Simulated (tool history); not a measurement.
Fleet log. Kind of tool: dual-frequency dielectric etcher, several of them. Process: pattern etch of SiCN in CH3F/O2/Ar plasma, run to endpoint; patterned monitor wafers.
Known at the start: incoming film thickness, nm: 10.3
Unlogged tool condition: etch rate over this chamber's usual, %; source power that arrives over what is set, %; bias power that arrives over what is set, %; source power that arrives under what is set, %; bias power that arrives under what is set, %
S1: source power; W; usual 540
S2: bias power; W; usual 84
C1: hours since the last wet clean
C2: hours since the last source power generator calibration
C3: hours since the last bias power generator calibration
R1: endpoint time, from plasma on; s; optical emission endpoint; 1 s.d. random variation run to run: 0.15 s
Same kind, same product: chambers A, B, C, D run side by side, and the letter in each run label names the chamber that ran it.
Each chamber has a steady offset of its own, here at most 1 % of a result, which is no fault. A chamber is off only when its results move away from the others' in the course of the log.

| run | day | S1 | S2 | C1 | C2 | C3 | R1 |
|---|---|---|---|---|---|---|---|
| 1B | 0.142 | 540 | 84 | 353.9 | 2256.1 | 2713.5 | 23.224 |
| 2C | 0.35 | 540 | 84 | 291.2 | 2632.5 | 2316.9 | 23.195 |
| 3D | 0.554 | 540 | 84 | 107 | 2663.3 | 3308 | 22.977 |
|  | 0.65 | chamber A: source power generator calibrated |
| 4A | 0.75 | 540 | 84 | 175.7 | 2.4 | 897.8 | 23.004 |
| 5C | 0.925 | 540 | 84 | 305 | 2646.3 | 2330.7 | 23.266 |
| 6B | 1.083 | 540 | 84 | 376.5 | 2278.7 | 2736.1 | 23.304 |
| 7A | 1.225 | 540 | 84 | 187.1 | 13.8 | 909.2 | 23.003 |
| 8D | 1.375 | 540 | 84 | 126.7 | 2683 | 3327.7 | 23.031 |
| 9A | 1.554 | 540 | 84 | 195 | 21.7 | 917.1 | 22.919 |
| 10D | 1.75 | 540 | 84 | 135.7 | 2692 | 3336.7 | 23.035 |
| 11C | 1.888 | 540 | 84 | 328.1 | 2669.4 | 2353.8 | 23.089 |
| 12B | 2.079 | 540 | 84 | 400.4 | 2302.6 | 2760 | 23.129 |
| 13D | 2.271 | 540 | 84 | 148.2 | 2704.5 | 3349.2 | 23.08 |
| 14A | 2.492 | 540 | 84 | 217.5 | 44.2 | 939.6 | 22.824 |
| 15B | 2.604 | 540 | 84 | 413 | 2315.2 | 2772.6 | 23.335 |
| 16C | 2.825 | 650 | 84 | 350.6 | 2691.9 | 2376.3 | 21.539 |
| 17B | 2.929 | 650 | 84 | 420.8 | 2323 | 2780.4 | 21.697 |
| 18C | 3.079 | 650 | 84 | 356.7 | 2698 | 2382.4 | 21.651 |
| 19A | 3.246 | 650 | 84 | 235.6 | 62.3 | 957.7 | 21.411 |
| 20D | 3.367 | 540 | 84 | 174.5 | 2730.8 | 3375.5 | 22.867 |
| 21B | 3.542 | 540 | 84 | 435.5 | 2337.7 | 2795.1 | 23.177 |
| 22C | 3.712 | 540 | 84 | 371.9 | 2713.2 | 2397.6 | 23.06 |
|  | 3.821 | chamber C: wet clean of the chamber |
| 23D | 3.846 | 540 | 84 | 186 | 2742.3 | 3387 | 23.312 |
| 24A | 4.017 | 540 | 84 | 254.1 | 80.8 | 976.2 | 22.579 |
| 25D | 4.188 | 600 | 99 | 194.2 | 2750.5 | 3395.2 | 21.039 |
| 26A | 4.354 | 600 | 99 | 262.2 | 88.9 | 984.3 | 20.141 |
|  | 4.533 | chamber B: wet clean of the chamber |
| 27B | 4.546 | 600 | 99 | 0.3 | 2361.8 | 2819.2 | 21.082 |
| 28C | 4.775 | 600 | 99 | 22.9 | 2738.7 | 2423.1 | 21.09 |
| 29A | 4.996 | 540 | 84 | 277.6 | 104.3 | 999.7 | 22.418 |
| 30C | 5.133 | 540 | 84 | 31.5 | 2747.3 | 2431.7 | 23.277 |
| 31D | 5.329 | 540 | 84 | 221.6 | 2777.9 | 3422.6 | 22.889 |
| 32B | 5.538 | 540 | 84 | 24.1 | 2385.6 | 2843 | 22.965 |
| 33C | 5.679 | 540 | 84 | 44.6 | 2760.4 | 2444.8 | 23.255 |
| 34D | 5.825 | 540 | 84 | 233.5 | 2789.8 | 3434.5 | 23.071 |
| 35B | 5.958 | 540 | 84 | 34.2 | 2395.7 | 2853.1 | 23.173 |
| 36A | 6.104 | 540 | 84 | 304.2 | 130.9 | 1026.3 | 21.896 |
| 37C | 6.275 | 540 | 84 | 58.9 | 2774.7 | 2459.1 | 23.221 |

Next, every chamber runs the same settings. What will each give?
| 38A | 6.442 | 670 | 84 |  |  |  | ? |
| 38B | 6.442 | 670 | 84 |  |  |  | ? |
| 38C | 6.442 | 670 | 84 |  |  |  | ? |
| 38D | 6.442 | 670 | 84 |  |  |  | ? |

| run | R1 |
|---|---|
| 38A | 20.204 |
| 38B | 21.66 |
| 38C | 21.488 |
| 38D | 21.197 |
